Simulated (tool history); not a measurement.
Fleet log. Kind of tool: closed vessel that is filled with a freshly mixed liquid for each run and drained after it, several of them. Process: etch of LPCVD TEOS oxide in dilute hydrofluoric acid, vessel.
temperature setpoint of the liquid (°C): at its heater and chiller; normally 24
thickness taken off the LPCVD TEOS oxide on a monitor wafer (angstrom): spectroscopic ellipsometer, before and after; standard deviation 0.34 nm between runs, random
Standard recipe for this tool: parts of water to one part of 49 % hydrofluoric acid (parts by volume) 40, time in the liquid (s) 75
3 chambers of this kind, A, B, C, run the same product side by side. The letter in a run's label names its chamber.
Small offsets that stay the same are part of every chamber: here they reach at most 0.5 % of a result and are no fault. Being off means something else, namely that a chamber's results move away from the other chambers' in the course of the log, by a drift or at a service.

run	hour	temperature setpoint of the liquid (°C)	parts of water to one part of 49 % hydrofluoric acid (parts by volume)	time in the liquid (s)	read-back film thickness of the LPCVD TEOS oxide reference wafer, read on the same gauge (nm)	thickness taken off the LPCVD TEOS oxide on a monitor wafer (angstrom)
1B	4.4	24	40	75	60.017	481.16
2C	8.9	24	40	75	60.002	482.2
3A	14.4	24	40	75	60.01	480.18
4B	21.6	24	40	75	60.003	478.93
5C	25.8	24	40	75	60.027	473.12
6A	30.6	24	40	75	60.001	475.84
7C	35.1	24	40	75	59.988	479.27
8A	41.9	24	40	75	59.987	475.39
9B	46	24	40	75	60.006	485.1
10A	52.7	24	40	75	59.996	483.29
11C	56.9	24	40	75	60.009	478.39
12B	61.1	24	40	75	60.013	483.3
13C	66.1	24	40	75	60.001	482.47
14B	69.7	21	40	75	60.004	430.22
15A	74.3	21	40	75	59.989	425.96
16A	80.5	21	40	75	60.007	425.2
17B	85.2	24	30	120	59.979	1074.8
18C	90.6	24	30	120	60.008	1028.6
19C	94.2	24	30	120	60.014	1021.5
# hour 98.3: chamber A: hydrofluoric acid flow meter replaced
20B	100.5	24	40	90	60.009	592.78
21A	106.7	24	40	90	59.996	573.97
22B	111.6	24	40	90	60.017	593.7
23C	114.9	24	40	75	60.001	470.86
24A	122.2	24	40	75	59.99	476.47
25C	129.1	24	40	75	59.999	477.25
26B	136.6	24	40	75	59.992	502.31
27A	143.9	24	40	75	59.998	482.33
# hour 144.3: chamber C: thermometer replaced
28B	150.4	24	30	50	60.005	456.63
29A	155.7	24	30	50	60.009	430.86
30C	160.9	24	30	50	59.981	428.83
31C	166.1	24	40	75	59.994	472.73
32B	170.8	24	40	75	59.985	512.57
33A	177.3	24	40	75	60.013	479.96
34A	181.4	24	40	75	60.013	472.88
35B	187.3	28.5	45	75	60.021	546.35
36C	194.5	28.5	45	75	59.985	512.57

Does one chamber stand apart from the rest, does the shared gauge drift, or is all well apart from small per-chamber offsets? Give the chamber and the most likely cause, where there is one.

Little by little, chamber B moves away from the other chambers.
What lies behind it: liquid hotter than its thermometer reads (K) = 2.22.
The log may not separate it from: hydrofluoric acid flow above the setpoint (%).

Which of the 4 candidates below, each the usual settings with something changed and its results left as question marks, puts chamber B back in line with what the other chambers give on the usual settings?
In line here means within this much of the mean the other chambers give on the usual settings: thickness taken off the LPCVD TEOS oxide on a monitor wafer (angstrom) 12
37B-1	200	22	40	75		?
37B-2	200	24	45	70		?
37B-3	200	24	35	80		?
37B-4	200	26.5	40	75		?

Usual-settings mean across the other chambers: thickness taken off the LPCVD TEOS oxide on a monitor wafer (angstrom) 477.26
run	thickness taken off the LPCVD TEOS oxide on a monitor wafer (angstrom)
37B-1	482.07
37B-2	431.42
37B-3	640.67
37B-4	577.83
Change 37B-1 lands the chamber within the allowed miss of the other chambers.

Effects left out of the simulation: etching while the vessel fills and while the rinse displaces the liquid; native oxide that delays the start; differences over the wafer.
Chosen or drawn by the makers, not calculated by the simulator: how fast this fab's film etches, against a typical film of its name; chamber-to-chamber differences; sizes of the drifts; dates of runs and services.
